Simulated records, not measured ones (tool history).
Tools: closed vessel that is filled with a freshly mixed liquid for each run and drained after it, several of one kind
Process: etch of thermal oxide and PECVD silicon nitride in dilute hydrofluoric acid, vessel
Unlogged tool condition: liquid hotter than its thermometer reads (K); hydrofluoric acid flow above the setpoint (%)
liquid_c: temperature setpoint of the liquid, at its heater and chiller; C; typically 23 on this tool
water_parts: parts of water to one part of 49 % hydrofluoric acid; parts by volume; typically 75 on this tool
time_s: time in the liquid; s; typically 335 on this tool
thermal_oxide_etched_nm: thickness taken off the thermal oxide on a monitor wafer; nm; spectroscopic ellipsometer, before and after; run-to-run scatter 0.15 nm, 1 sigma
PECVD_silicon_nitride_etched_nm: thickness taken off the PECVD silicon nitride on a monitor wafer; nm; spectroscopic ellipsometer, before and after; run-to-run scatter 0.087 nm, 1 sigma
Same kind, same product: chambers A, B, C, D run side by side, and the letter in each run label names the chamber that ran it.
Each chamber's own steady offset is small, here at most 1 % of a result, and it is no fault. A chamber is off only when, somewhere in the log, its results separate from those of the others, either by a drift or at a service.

run	hour	liquid_c	water_parts	time_s	hours since the thermometer was replaced	hours since the hydrofluoric acid flow meter was replaced	read-back film thickness of the thermal oxide reference wafer, read on the same gauge (nm)	read-back film thickness of the PECVD silicon nitride reference wafer, read on the same gauge (nm)	thermal_oxide_etched_nm	PECVD_silicon_nitride_etched_nm
1C	9.3	23	75	335	778.5	21.4	140.01	40.007	22.546	15.272
2B	19.8	23	75	335	492.8	718.4	140.01	40.066	22.531	15.473
3A	27.9	23	75	335	1153.3	58.5	140.03	39.946	22.653	15.421
4D	37.7	23	75	335	416.3	783.4	140.02	40.035	22.645	15.614
5A	43.7	23	75	335	1169.1	74.3	139.98	39.984	22.667	15.342
6B	54.5	23	75	335	527.5	753.1	139.99	40.031	22.881	15.482
7D	60.8	23	75	335	439.4	806.5	140.03	39.997	22.887	15.62
8C	67.3	23	75	335	836.5	79.4	139.99	40.01	22.494	15.308
# hour 71: chamber B: thermometer replaced
9A	75.6	23	75	335	1201	106.2	139.98	40.037	22.482	15.327
10D	84.5	23	75	335	463.1	830.2	139.99	40.012	22.515	15.573
11B	93.6	23	75	335	22.6	792.2	140.03	39.974	23.043	15.453
# hour 102.6: chamber B: hydrofluoric acid flow meter replaced
12C	103.4	23	75	335	872.6	115.5	139.99	39.973	22.595	15.344
13D	113.5	23	75	335	492.1	859.2	140	40.006	22.535	15.444
14A	123.1	23	75	335	1248.5	153.7	140	40.014	22.617	15.231
15C	132.5	23	75	335	901.7	144.6	140.05	40.027	22.257	15.359
16B	137.6	19	75	480	66.6	35.1	140.01	39.964	27.381	16.925
17D	144.4	19	75	480	523	890.1	140	40.009	27.764	16.897
18A	152.8	19	75	480	1278.2	183.4	140.02	40.016	27.165	16.726
19B	161.2	19	75	480	90.2	58.7	139.98	40.027	27.491	16.908
20C	167.6	23	75	335	936.8	179.7	139.97	39.989	22.363	15.266
21C	174.9	23	75	335	944.1	187	139.97	40	22.583	15.329
22D	181.9	23	75	335	560.5	927.6	140.01	40.028	22.369	15.574
23B	193	23	75	335	122	90.5	140.02	39.987	22.398	15.413
24A	201.9	23	75	335	1327.3	232.5	139.96	39.967	22.839	15.353
# hour 202.5: chamber D: thermometer replaced
25D	210	23	65	335	7.5	955.7	139.97	40.015	26.263	17.901
26B	217.5	23	65	335	146.5	115	139.97	39.98	26.745	17.725
27A	225.9	23	65	335	1351.3	256.5	139.99	39.983	26.558	17.543

Read the log: is a single chamber off, either drifting away or since a service, is the gauge that measures every chamber drifting, or is nothing wrong beyond small per-chamber offsets? Name any odd chamber and what most likely caused it.

No chamber stands off beyond its own small offset, and the gauge holds steady.
